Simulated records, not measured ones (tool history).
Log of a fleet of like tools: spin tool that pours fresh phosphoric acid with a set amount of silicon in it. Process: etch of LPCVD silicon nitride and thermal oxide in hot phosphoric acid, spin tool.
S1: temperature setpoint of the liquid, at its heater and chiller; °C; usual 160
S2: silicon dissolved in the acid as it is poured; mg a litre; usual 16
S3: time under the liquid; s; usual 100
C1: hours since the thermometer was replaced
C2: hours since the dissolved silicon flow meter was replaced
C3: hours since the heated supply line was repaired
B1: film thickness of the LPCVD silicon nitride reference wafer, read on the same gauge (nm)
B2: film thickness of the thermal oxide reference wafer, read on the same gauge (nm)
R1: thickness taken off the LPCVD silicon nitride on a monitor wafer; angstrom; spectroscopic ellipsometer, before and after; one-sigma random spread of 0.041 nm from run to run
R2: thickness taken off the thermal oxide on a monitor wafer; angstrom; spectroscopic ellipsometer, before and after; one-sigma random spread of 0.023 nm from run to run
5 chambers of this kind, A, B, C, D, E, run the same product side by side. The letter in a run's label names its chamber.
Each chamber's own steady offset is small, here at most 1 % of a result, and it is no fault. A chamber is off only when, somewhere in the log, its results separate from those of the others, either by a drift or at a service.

run	hour	S1	S2	S3	C1	C2	C3	B1	B2	R1	R2
1E	10.2	160	16	100	150.1	368.9	820.4	130.02	69.993	78.981	2.4495
2C	19.3	160	16	100	1775.1	2044.2	1398.4	130.02	70.008	79.781	1.6507
3A	28.1	160	16	100	826.4	426.3	87.4	130.02	70.013	78.807	2.0198
4D	35.6	160	16	100	295.3	94.3	2452.7	130.04	69.983	78.767	2.1372
5B	42	160	16	100	650.8	721.4	969.3	130.05	70.006	78.9	2.2649
6A	50.8	160	16	155	849.1	449	110.1	129.99	69.997	122.82	3.4487
7B	61.4	160	16	155	670.2	740.8	988.7	129.97	70.01	121.82	3.3472
8C	67.4	160	16	155	1823.2	2092.3	1446.5	129.94	70.02	124.79	2.5869
9D	76.4	160	16	155	336.1	135.1	2493.5	130.02	70.015	123.37	2.7094
# hour 79.8: chamber D: heated supply line repaired
10E	83.1	160	16	155	223	441.8	893.3	130	70.011	122.73	2.9055
11C	91.5	162	8.5	100	1847.3	2116.4	1470.6	130	70.018	85.312	2.463
12E	96.8	162	8.5	100	236.7	455.5	907	129.98	70.021	84.587	2.7307
13A	105.6	162	8.5	100	903.9	503.8	164.9	129.99	69.996	84.934	3.0584
14D	116.1	162	8.5	100	375.8	174.8	36.3	130.01	70.028	83.883	3.0716
15B	123.9	162	8.5	100	732.7	803.3	1051.2	130	69.973	84.185	3.3122
16C	130.7	160	16	100	1886.5	2155.6	1509.8	130.05	70.033	79.567	1.941
17E	138.9	160	27.5	100	278.8	497.6	949.1	130	69.978	78.895	1.3997
18D	146	160	27.5	100	405.7	204.7	66.2	130	70.005	78.783	1.3238
19A	155.8	160	27.5	100	954.1	554	215.1	129.97	69.976	79.203	1.612
# hour 159.3: chamber E: heated supply line repaired
20B	163.3	160	27.5	100	772.1	842.7	1090.6	130.02	69.976	78.879	1.2737
21D	170.5	160	27.5	100	430.2	229.2	90.7	130	69.998	78.63	1.1528
# hour 173.9: chamber C: thermometer replaced
22A	177.1	160	16	100	975.4	575.3	236.4	129.96	69.982	80.263	1.9161
# hour 180: chamber B: dissolved silicon flow meter replaced
23B	187.5	160	16	100	796.3	7.5	1114.8	130.03	69.982	78.987	1.9805
24E	195.7	160	16	100	335.6	554.4	36.4	130.03	69.995	79.169	1.9983
25C	204.3	160	16	100	30.5	2229.2	1583.4	129.96	69.998	79.163	1.887
26B	214.3	160	16	100	823.1	34.3	1141.6	130.02	70.017	79.049	1.8082
27E	221.5	160	16	100	361.4	580.2	62.2	129.97	69.988	79.436	2.528
28A	232.4	160	16	100	1030.7	630.6	291.7	130.06	70.008	79.237	1.988
29C	237.1	162	11	100	63.3	2262	1616.2	130	70.02	85.607	2.168
30D	245.3	162	11	100	505	304	165.5	129.97	69.997	84.107	2.2953
31E	254.8	162	11	100	394.7	613.5	95.5	129.99	69.998	84.418	2.7888
# hour 259.8: chamber A: thermometer replaced
32D	265.1	162	11	100	524.8	323.8	185.3	130.03	70.009	84.203	3.003
33A	274.6	162	11	100	14.8	672.8	333.9	130.04	69.993	84.291	2.6556
34C	279.6	160	16	100	105.8	2304.5	1658.7	129.98	70.018	79.628	2.1831
35B	285	160	16	100	893.8	105	1212.3	130.03	70.013	78.843	1.98

For the next run the whole fleet of 5 chambers uses the same settings. Give each chamber's results:
36A	292.8	160	26.5	100						?	?
36B	292.8	160	26.5	100						?	?
36C	292.8	160	26.5	100						?	?
36D	292.8	160	26.5	100						?	?
36E	292.8	160	26.5	100						?	?

run	R1	R2
36A	78.985	1.4824
36B	79.498	1.592
36C	79.698	1.5276
36D	78.487	1.7278
36E	78.826	1.4656
